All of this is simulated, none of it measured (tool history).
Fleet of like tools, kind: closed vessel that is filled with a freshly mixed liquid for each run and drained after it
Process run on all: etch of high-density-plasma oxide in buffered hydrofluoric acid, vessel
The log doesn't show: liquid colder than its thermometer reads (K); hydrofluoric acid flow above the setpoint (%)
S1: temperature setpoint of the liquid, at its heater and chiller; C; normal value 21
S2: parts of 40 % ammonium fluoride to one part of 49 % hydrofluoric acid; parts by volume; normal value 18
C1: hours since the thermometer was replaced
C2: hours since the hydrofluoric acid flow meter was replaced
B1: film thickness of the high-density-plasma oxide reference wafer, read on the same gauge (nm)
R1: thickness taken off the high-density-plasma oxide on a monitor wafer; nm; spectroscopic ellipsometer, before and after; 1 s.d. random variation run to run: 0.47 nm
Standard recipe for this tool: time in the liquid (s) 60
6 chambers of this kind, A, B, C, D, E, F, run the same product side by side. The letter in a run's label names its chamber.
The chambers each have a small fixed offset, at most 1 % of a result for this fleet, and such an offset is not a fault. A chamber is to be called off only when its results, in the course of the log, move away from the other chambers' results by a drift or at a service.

run 1F hour=8.2 | S1=21 S2=18 time_in_the_liquid_(s)=60 | C1=2937.4 C2=682.4 | B1=99.971 | R1=59.294
run 2D hour=19.3 | S1=21 S2=18 time_in_the_liquid_(s)=60 | C1=1538.2 C2=293.6 | B1=99.97 | R1=59.656
run 3C hour=30.9 | S1=21 S2=18 time_in_the_liquid_(s)=60 | C1=1998.6 C2=403.8 | B1=99.963 | R1=58.793
-- hour=38.3 chamber C: hydrofluoric acid flow meter replaced
run 4A hour=40.5 | S1=21 S2=18 time_in_the_liquid_(s)=60 | C1=556.7 C2=1467.6 | B1=99.994 | R1=59.032
run 5E hour=47.9 | S1=21 S2=18 time_in_the_liquid_(s)=60 | C1=418 C2=341.7 | B1=99.972 | R1=58.792
run 6B hour=59.5 | S1=21 S2=18 time_in_the_liquid_(s)=60 | C1=724.4 C2=224.1 | B1=99.98 | R1=59.083
run 7E hour=66.2 | S1=21 S2=18 time_in_the_liquid_(s)=60 | C1=436.3 C2=360 | B1=100.01 | R1=59.074
run 8F hour=74.3 | S1=21 S2=18 time_in_the_liquid_(s)=60 | C1=3003.5 C2=748.5 | B1=100.03 | R1=58.375
run 9B hour=87 | S1=21 S2=18 time_in_the_liquid_(s)=60 | C1=751.9 C2=251.6 | B1=100 | R1=58.644
run 10A hour=96.2 | S1=21 S2=18 time_in_the_liquid_(s)=60 | C1=612.4 C2=1523.3 | B1=99.966 | R1=59.878
run 11C hour=103.9 | S1=21 S2=18 time_in_the_liquid_(s)=60 | C1=2071.6 C2=65.6 | B1=99.954 | R1=59.568
run 12D hour=116.4 | S1=21 S2=18 time_in_the_liquid_(s)=60 | C1=1635.3 C2=390.7 | B1=99.973 | R1=59.182
run 13B hour=124.5 | S1=17 S2=18 time_in_the_liquid_(s)=30 | C1=789.4 C2=289.1 | B1=99.997 | R1=23.383
-- hour=135.6 chamber F: thermometer replaced
run 14D hour=137 | S1=17 S2=18 time_in_the_liquid_(s)=30 | C1=1655.9 C2=411.3 | B1=99.982 | R1=23.66
run 15F hour=147 | S1=17 S2=18 time_in_the_liquid_(s)=30 | C1=11.5 C2=821.2 | B1=100 | R1=23.699
-- hour=148.6 chamber E: thermometer replaced
run 16A hour=152.8 | S1=17 S2=18 time_in_the_liquid_(s)=30 | C1=669 C2=1579.9 | B1=100.02 | R1=23.81
run 17E hour=161.6 | S1=17 S2=18 time_in_the_liquid_(s)=30 | C1=13 C2=455.4 | B1=99.964 | R1=23.755
run 18C hour=173.2 | S1=17 S2=18 time_in_the_liquid_(s)=30 | C1=2140.9 C2=134.9 | B1=100.02 | R1=23.909
run 19E hour=179.8 | S1=21 S2=18 time_in_the_liquid_(s)=60 | C1=31.2 C2=473.6 | B1=100.02 | R1=58.297
run 20D hour=186.3 | S1=21 S2=18 time_in_the_liquid_(s)=60 | C1=1705.2 C2=460.6 | B1=99.954 | R1=60.385
run 21B hour=193.6 | S1=21 S2=18 time_in_the_liquid_(s)=60 | C1=858.5 C2=358.2 | B1=100.04 | R1=58.731
run 22A hour=200.4 | S1=21 S2=18 time_in_the_liquid_(s)=60 | C1=716.6 C2=1627.5 | B1=100.01 | R1=59.674
run 23C hour=207.8 | S1=21 S2=18 time_in_the_liquid_(s)=60 | C1=2175.5 C2=169.5 | B1=100.03 | R1=59.187
run 24F hour=216.2 | S1=21 S2=18 time_in_the_liquid_(s)=60 | C1=80.7 C2=890.4 | B1=100 | R1=59.529
run 25A hour=229.3 | S1=21 S2=18 time_in_the_liquid_(s)=60 | C1=745.5 C2=1656.4 | B1=99.95 | R1=59.164
-- hour=232.8 chamber E: hydrofluoric acid flow meter replaced
run 26E hour=236.3 | S1=21 S2=18 time_in_the_liquid_(s)=60 | C1=87.7 C2=3.5 | B1=100.01 | R1=59.475
run 27F hour=243.4 | S1=21 S2=18 time_in_the_liquid_(s)=60 | C1=107.9 C2=917.6 | B1=99.997 | R1=58.772
run 28C hour=250.9 | S1=21 S2=23 time_in_the_liquid_(s)=60 | C1=2218.6 C2=212.6 | B1=99.979 | R1=48.243
run 29B hour=257.5 | S1=21 S2=23 time_in_the_liquid_(s)=60 | C1=922.4 C2=422.1 | B1=99.987 | R1=48.499
-- hour=259.8 chamber B: hydrofluoric acid flow meter replaced
run 30D hour=265.9 | S1=21 S2=23 time_in_the_liquid_(s)=60 | C1=1784.8 C2=540.2 | B1=99.988 | R1=49.293
run 31E hour=271.7 | S1=21 S2=23 time_in_the_liquid_(s)=60 | C1=123.1 C2=38.9 | B1=100.02 | R1=48.37
run 32C hour=283.9 | S1=21 S2=23 time_in_the_liquid_(s)=60 | C1=2251.6 C2=245.6 | B1=99.966 | R1=48.977
run 33B hour=296 | S1=21 S2=23 time_in_the_liquid_(s)=60 | C1=960.9 C2=36.2 | B1=99.981 | R1=47.446
run 34A hour=306.6 | S1=21 S2=18 time_in_the_liquid_(s)=60 | C1=822.8 C2=1733.7 | B1=100 | R1=59.54
run 35D hour=312.8 | S1=21 S2=18 time_in_the_liquid_(s)=60 | C1=1831.7 C2=587.1 | B1=99.969 | R1=63.937
run 36F hour=323.7 | S1=21 S2=18 time_in_the_liquid_(s)=85 | C1=188.2 C2=997.9 | B1=99.992 | R1=83.887
run 37A hour=334.5 | S1=21 S2=18 time_in_the_liquid_(s)=85 | C1=850.7 C2=1761.6 | B1=100.01 | R1=84.808
run 38D hour=345.4 | S1=21 S2=18 time_in_the_liquid_(s)=85 | C1=1864.3 C2=619.7 | B1=100.02 | R1=90.141
run 39E hour=352.1 | S1=21 S2=18 time_in_the_liquid_(s)=85 | C1=203.5 C2=119.3 | B1=100.05 | R1=82.183

All 6 chambers run these settings next. Forecast each chamber's results:
run 40A hour=361.6 | S1=21 S2=18 time_in_the_liquid_(s)=45 | R1=?
run 40B hour=361.6 | S1=21 S2=18 time_in_the_liquid_(s)=45 | R1=?
run 40C hour=361.6 | S1=21 S2=18 time_in_the_liquid_(s)=45 | R1=?
run 40D hour=361.6 | S1=21 S2=18 time_in_the_liquid_(s)=45 | R1=?
run 40E hour=361.6 | S1=21 S2=18 time_in_the_liquid_(s)=45 | R1=?
run 40F hour=361.6 | S1=21 S2=18 time_in_the_liquid_(s)=45 | R1=?

run=40A R1=44.788
run=40B R1=43.334
run=40C R1=44.217
run=40D R1=48.342
run=40E R1=44.175
run=40F R1=44.823
